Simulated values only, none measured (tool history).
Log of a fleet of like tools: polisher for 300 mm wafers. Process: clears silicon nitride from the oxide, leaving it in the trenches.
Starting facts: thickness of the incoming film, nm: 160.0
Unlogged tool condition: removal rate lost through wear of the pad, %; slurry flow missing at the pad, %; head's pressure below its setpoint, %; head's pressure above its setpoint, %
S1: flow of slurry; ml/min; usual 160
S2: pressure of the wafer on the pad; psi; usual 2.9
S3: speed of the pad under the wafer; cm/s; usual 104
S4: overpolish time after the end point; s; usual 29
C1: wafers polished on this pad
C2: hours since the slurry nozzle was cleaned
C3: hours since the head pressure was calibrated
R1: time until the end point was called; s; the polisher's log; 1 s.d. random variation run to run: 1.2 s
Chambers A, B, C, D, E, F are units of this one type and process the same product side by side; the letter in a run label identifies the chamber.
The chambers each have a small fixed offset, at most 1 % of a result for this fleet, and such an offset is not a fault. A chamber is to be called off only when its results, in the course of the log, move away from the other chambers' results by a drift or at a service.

| run | hour | S1 | S2 | S3 | S4 | C1 | C2 | C3 | R1 |
|---|---|---|---|---|---|---|---|---|---|
|  | 4.3 | chamber C: worn pad replaced by a new one |
| 1B | 7 | 160 | 2.9 | 104 | 29 | 777 | 735.3 | 772.9 | 149.8 |
| 2D | 15.4 | 160 | 2.9 | 104 | 29 | 600 | 196.4 | 60.7 | 151.72 |
|  | 17.3 | chamber F: slurry nozzle cleaned |
| 3E | 21.3 | 160 | 2.9 | 104 | 29 | 914 | 171.6 | 525 | 150.4 |
| 4A | 29.1 | 160 | 2.9 | 104 | 29 | 912 | 292.1 | 601.6 | 152.16 |
|  | 35 | chamber A: worn pad replaced by a new one |
| 5F | 37.1 | 160 | 2.9 | 104 | 29 | 438 | 19.9 | 223.8 | 150.42 |
| 6C | 43.8 | 160 | 2.9 | 104 | 29 | 288 | 326.8 | 375.3 | 151.25 |
|  | 45.4 | chamber E: worn pad replaced by a new one |
| 7B | 49.3 | 160 | 2.9 | 104 | 29 | 1086 | 777.6 | 815.2 | 152.76 |
|  | 55.9 | chamber D: slurry nozzle cleaned |
| 8A | 56 | 160 | 2.9 | 104 | 29 | 153 | 319 | 628.5 | 150.54 |
| 9F | 62.1 | 160 | 2.9 | 128 | 29 | 620 | 44.9 | 248.8 | 121.41 |
|  | 66.9 | chamber C: worn pad replaced by a new one |
| 10D | 69.6 | 160 | 2.9 | 128 | 29 | 996 | 13.7 | 114.9 | 122.65 |
| 11E | 75.4 | 160 | 2.9 | 128 | 29 | 219 | 225.7 | 579.1 | 121.59 |
| 12C | 82.8 | 160 | 2.9 | 128 | 29 | 116 | 365.8 | 414.3 | 122.43 |
| 13F | 86.9 | 160 | 2.9 | 128 | 29 | 801 | 69.7 | 273.6 | 123.47 |
|  | 91.4 | chamber B: worn pad replaced by a new one |
| 14C | 93.3 | 160 | 2.9 | 128 | 29 | 192 | 376.3 | 424.8 | 124.01 |
| 15A | 100.7 | 160 | 2.9 | 104 | 29 | 479 | 363.7 | 673.2 | 151.74 |
|  | 101.5 | chamber B: head pressure recalibrated |
| 16E | 104.9 | 160 | 2.9 | 104 | 29 | 434 | 255.2 | 608.6 | 149.4 |
| 17D | 112.4 | 160 | 2.9 | 104 | 29 | 1308 | 56.5 | 157.7 | 151.44 |
|  | 114.4 | chamber F: worn pad replaced by a new one |
| 18B | 116.3 | 160 | 2.9 | 104 | 29 | 181 | 844.6 | 14.8 | 149.6 |
|  | 118 | chamber B: slurry nozzle cleaned |
|  | 119 | chamber D: worn pad replaced by a new one |
| 19F | 123.8 | 160 | 2.9 | 104 | 29 | 68 | 106.6 | 310.5 | 148.57 |
|  | 128.7 | chamber C: worn pad replaced by a new one |
| 20E | 130.2 | 180 | 2.9 | 104 | 22 | 618 | 280.5 | 633.9 | 148.25 |
| 21C | 137.6 | 180 | 2.9 | 104 | 22 | 65 | 420.6 | 469.1 | 149.61 |
|  | 137.9 | chamber F: head pressure recalibrated |
| 22A | 142.6 | 180 | 2.9 | 104 | 22 | 784 | 405.6 | 715.1 | 146.17 |
| 23D | 146.7 | 180 | 2.9 | 104 | 22 | 202 | 90.8 | 192 | 147.77 |
| 24B | 152.8 | 180 | 2.9 | 104 | 22 | 447 | 34.9 | 51.3 | 148.51 |
| 25F | 160.6 | 180 | 2.9 | 104 | 22 | 336 | 143.4 | 22.8 | 161.54 |
|  | 162.1 | chamber E: head pressure recalibrated |
| 26E | 167.2 | 160 | 2.9 | 104 | 29 | 888 | 317.5 | 5.1 | 149.85 |
|  | 167.8 | chamber A: worn pad replaced by a new one |
| 27A | 172.1 | 160 | 2.9 | 104 | 29 | 31 | 435.1 | 744.6 | 149.65 |
| 28B | 180.2 | 160 | 2.9 | 104 | 29 | 647 | 62.3 | 78.7 | 148.94 |
|  | 184 | chamber E: worn pad replaced by a new one |
| 29D | 184 | 160 | 2.9 | 104 | 29 | 474 | 128.1 | 229.3 | 151.14 |
| 30C | 190.1 | 160 | 2.9 | 104 | 29 | 447 | 473.1 | 521.6 | 151.39 |
|  | 190.2 | chamber C: worn pad replaced by a new one |
| 31C | 195.9 | 160 | 2.9 | 104 | 29 | 41 | 478.9 | 527.4 | 151.43 |
| 32A | 200.5 | 160 | 2.9 | 104 | 29 | 238 | 463.5 | 773 | 151.57 |
| 33E | 208 | 160 | 2.9 | 104 | 29 | 175 | 358.3 | 45.9 | 149.98 |
| 34B | 214.3 | 160 | 2.1 | 104 | 29 | 896 | 96.4 | 112.8 | 208.37 |
| 35F | 218.1 | 160 | 2.1 | 104 | 29 | 756 | 200.9 | 80.3 | 231.47 |
| 36D | 224.3 | 160 | 2.1 | 104 | 29 | 767 | 168.4 | 269.6 | 204.48 |

One chamber off, gauge drift, or nothing amiss beyond the chambers' own small offsets? If it is a chamber, which one, and what is the likeliest cause?

A service on chamber F put it out of line with the rest.
What lies behind it: head's pressure below its setpoint, % = 9.56.

Here are 4 candidates for chamber F's next run, each the usual settings with a change, their results left as question marks. Which one brings its results back in line with what the others give on the usual settings?
A result is in line if it is within this distance of the other chambers' mean on the usual settings: R1 4.4 s
| 37F-1 | 230.4 | 160 | 2.8 | 104 | 29 |  |  |  | ? |
| 37F-2 | 230.4 | 160 | 2.9 | 108 | 29 |  |  |  | ? |
| 37F-3 | 230.4 | 160 | 2.9 | 114 | 29 |  |  |  | ? |
| 37F-4 | 230.4 | 160 | 2.8 | 98 | 29 |  |  |  | ? |

Average result of the remaining chambers running the usual settings: R1 151.18 s
| run | R1 |
|---|---|
| 37F-1 | 171.46 |
| 37F-2 | 159.42 |
| 37F-3 | 150.94 |
| 37F-4 | 182.1 |
With 37F-3, the chamber falls back in line with the rest.

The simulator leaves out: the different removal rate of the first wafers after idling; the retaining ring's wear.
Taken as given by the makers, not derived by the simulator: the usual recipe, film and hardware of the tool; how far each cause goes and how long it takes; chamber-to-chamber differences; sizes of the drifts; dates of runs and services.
